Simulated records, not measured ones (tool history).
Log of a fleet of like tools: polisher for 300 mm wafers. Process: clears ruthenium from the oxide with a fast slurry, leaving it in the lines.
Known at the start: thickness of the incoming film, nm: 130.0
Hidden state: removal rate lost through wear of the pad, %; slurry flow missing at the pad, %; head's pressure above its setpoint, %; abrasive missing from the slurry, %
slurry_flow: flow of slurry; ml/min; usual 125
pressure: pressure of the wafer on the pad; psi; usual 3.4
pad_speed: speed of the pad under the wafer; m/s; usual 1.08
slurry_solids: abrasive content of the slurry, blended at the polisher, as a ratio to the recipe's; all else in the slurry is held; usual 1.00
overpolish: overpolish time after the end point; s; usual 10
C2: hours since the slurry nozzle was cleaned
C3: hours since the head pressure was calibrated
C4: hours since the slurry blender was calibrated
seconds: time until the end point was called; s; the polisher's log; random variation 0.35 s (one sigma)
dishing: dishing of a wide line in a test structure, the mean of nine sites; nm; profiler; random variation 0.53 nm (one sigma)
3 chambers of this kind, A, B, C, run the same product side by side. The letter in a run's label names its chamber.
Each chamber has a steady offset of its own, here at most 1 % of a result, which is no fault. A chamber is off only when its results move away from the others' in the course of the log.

-- day=0.400 chamber A: head pressure recalibrated
run 1A day=0.504 | slurry_flow=125 pressure=3.4 pad_speed=1.08 slurry_solids=1.00 overpolish=10 | wafers_polished_on_this_pad=428 C2=182.1 C3=2.6 C4=60.4 | seconds=22.070 dishing=39.802
run 2C day=0.879 | slurry_flow=125 pressure=3.4 pad_speed=1.08 slurry_solids=1.00 overpolish=10 | wafers_polished_on_this_pad=602 C2=80.1 C3=167.1 C4=271.2 | seconds=22.317 dishing=38.909
-- day=0.979 chamber A: worn pad replaced by a new one
run 3B day=1.371 | slurry_flow=125 pressure=3.4 pad_speed=1.08 slurry_solids=1.00 overpolish=10 | wafers_polished_on_this_pad=649 C2=108.5 C3=862.4 C4=187.4 | seconds=21.975 dishing=38.419
run 4A day=1.633 | slurry_flow=125 pressure=3.4 pad_speed=1.08 slurry_solids=1.00 overpolish=10 | wafers_polished_on_this_pad=163 C2=209.2 C3=29.7 C4=87.5 | seconds=22.228 dishing=39.584
-- day=1.742 chamber C: slurry blender recalibrated
run 5C day=2.058 | slurry_flow=125 pressure=3.4 pad_speed=1.08 slurry_solids=1.15 overpolish=12 | wafers_polished_on_this_pad=896 C2=108.4 C3=195.4 C4=7.6 | seconds=20.657 dishing=47.130
run 6B day=2.342 | slurry_flow=125 pressure=3.4 pad_speed=1.08 slurry_solids=1.15 overpolish=12 | wafers_polished_on_this_pad=891 C2=131.8 C3=885.7 C4=210.7 | seconds=21.429 dishing=44.521
run 7C day=2.617 | slurry_flow=125 pressure=3.4 pad_speed=1.08 slurry_solids=1.15 overpolish=12 | wafers_polished_on_this_pad=1036 C2=121.8 C3=208.8 C4=21.0 | seconds=21.109 dishing=47.234
-- day=2.812 chamber B: worn pad replaced by a new one
run 8A day=2.942 | slurry_flow=125 pressure=3.4 pad_speed=1.08 slurry_solids=1.00 overpolish=10 | wafers_polished_on_this_pad=489 C2=240.6 C3=61.1 C4=118.9 | seconds=22.664 dishing=38.929
-- day=3.229 chamber C: worn pad replaced by a new one
run 9B day=3.433 | slurry_flow=125 pressure=3.4 pad_speed=1.08 slurry_solids=1.00 overpolish=10 | wafers_polished_on_this_pad=155 C2=158.0 C3=911.9 C4=236.9 | seconds=23.319 dishing=38.225
run 10B day=3.683 | slurry_flow=125 pressure=3.4 pad_speed=1.08 slurry_solids=1.00 overpolish=10 | wafers_polished_on_this_pad=217 C2=164.0 C3=917.9 C4=242.9 | seconds=22.902 dishing=36.764
-- day=3.758 chamber A: worn pad replaced by a new one
run 11C day=4.100 | slurry_flow=125 pressure=3.4 pad_speed=1.08 slurry_solids=1.00 overpolish=10 | wafers_polished_on_this_pad=218 C2=157.4 C3=244.4 C4=56.6 | seconds=22.658 dishing=39.444
-- day=4.329 chamber B: slurry nozzle cleaned
run 12A day=4.500 | slurry_flow=125 pressure=4.0 pad_speed=1.08 slurry_solids=1.00 overpolish=10 | wafers_polished_on_this_pad=185 C2=278.0 C3=98.5 C4=156.3 | seconds=18.823 dishing=43.343
run 13B day=4.962 | slurry_flow=125 pressure=4.0 pad_speed=1.08 slurry_solids=1.00 overpolish=10 | wafers_polished_on_this_pad=536 C2=15.2 C3=948.6 C4=273.6 | seconds=20.919 dishing=41.848
run 14C day=5.367 | slurry_flow=125 pressure=4.0 pad_speed=1.08 slurry_solids=1.00 overpolish=10 | wafers_polished_on_this_pad=534 C2=187.8 C3=274.8 C4=87.0 | seconds=19.180 dishing=44.075
run 15A day=5.738 | slurry_flow=125 pressure=3.4 pad_speed=0.86 slurry_solids=1.00 overpolish=10 | wafers_polished_on_this_pad=494 C2=307.7 C3=128.2 C4=186.0 | seconds=28.133 dishing=32.764
-- day=5.933 chamber A: worn pad replaced by a new one
run 16C day=6.083 | slurry_flow=125 pressure=3.4 pad_speed=0.86 slurry_solids=1.00 overpolish=10 | wafers_polished_on_this_pad=713 C2=205.0 C3=292.0 C4=104.2 | seconds=27.407 dishing=33.425
run 17A day=6.425 | slurry_flow=125 pressure=3.4 pad_speed=0.86 slurry_solids=1.00 overpolish=10 | wafers_polished_on_this_pad=123 C2=324.2 C3=144.7 C4=202.5 | seconds=27.928 dishing=33.025
run 18B day=6.829 | slurry_flow=125 pressure=3.4 pad_speed=1.08 slurry_solids=1.00 overpolish=10 | wafers_polished_on_this_pad=1002 C2=60.0 C3=993.4 C4=318.4 | seconds=24.976 dishing=35.758
-- day=6.983 chamber B: worn pad replaced by a new one
run 19C day=7.296 | slurry_flow=125 pressure=3.4 pad_speed=1.08 slurry_solids=1.00 overpolish=10 | wafers_polished_on_this_pad=1015 C2=234.1 C3=321.1 C4=133.3 | seconds=21.973 dishing=40.336
run 20B day=7.688 | slurry_flow=125 pressure=3.4 pad_speed=1.08 slurry_solids=1.00 overpolish=10 | wafers_polished_on_this_pad=175 C2=80.6 C3=1014.0 C4=339.0 | seconds=26.186 dishing=34.936
run 21A day=7.958 | slurry_flow=125 pressure=3.4 pad_speed=1.08 slurry_solids=1.00 overpolish=10 | wafers_polished_on_this_pad=505 C2=361.0 C3=181.5 C4=239.3 | seconds=21.955 dishing=38.915

What goes on in this fleet: one chamber off, a drifting gauge, or nothing beyond the chambers' own small offsets? Name the chamber and the cause, if any.

Chamber B drifts away from the others.
Cause: abrasive missing from the slurry, % = 31.3.

Here are 4 candidates for chamber B's next run, each the usual settings with a change, their results left as question marks. Which one brings its results back in line with what the others give on the usual settings?
In line means no further than this from the other chambers' mean on the usual settings: seconds 1.200 s; dishing 1.900 nm
run 22B-1 day=8.333 | slurry_flow=125 pressure=3.7 pad_speed=1.16 slurry_solids=1.05 overpolish=10 | seconds=? dishing=?
run 22B-2 day=8.333 | slurry_flow=125 pressure=3.5 pad_speed=1.12 slurry_solids=1.00 overpolish=10 | seconds=? dishing=?
run 22B-3 day=8.333 | slurry_flow=125 pressure=3.3 pad_speed=1.04 slurry_solids=1.00 overpolish=10 | seconds=? dishing=?
run 22B-4 day=8.333 | slurry_flow=125 pressure=3.1 pad_speed=1.00 slurry_solids=0.95 overpolish=10 | seconds=? dishing=?

The other chambers' mean on the usual settings: seconds 22.207 s; dishing 39.266 nm
run=22B-1 seconds=22.005 dishing=39.264
run=22B-2 seconds=24.711 dishing=36.084
run=22B-3 seconds=28.230 dishing=32.625
run=22B-4 seconds=32.111 dishing=29.490
22B-1 brings the chamber back in line.
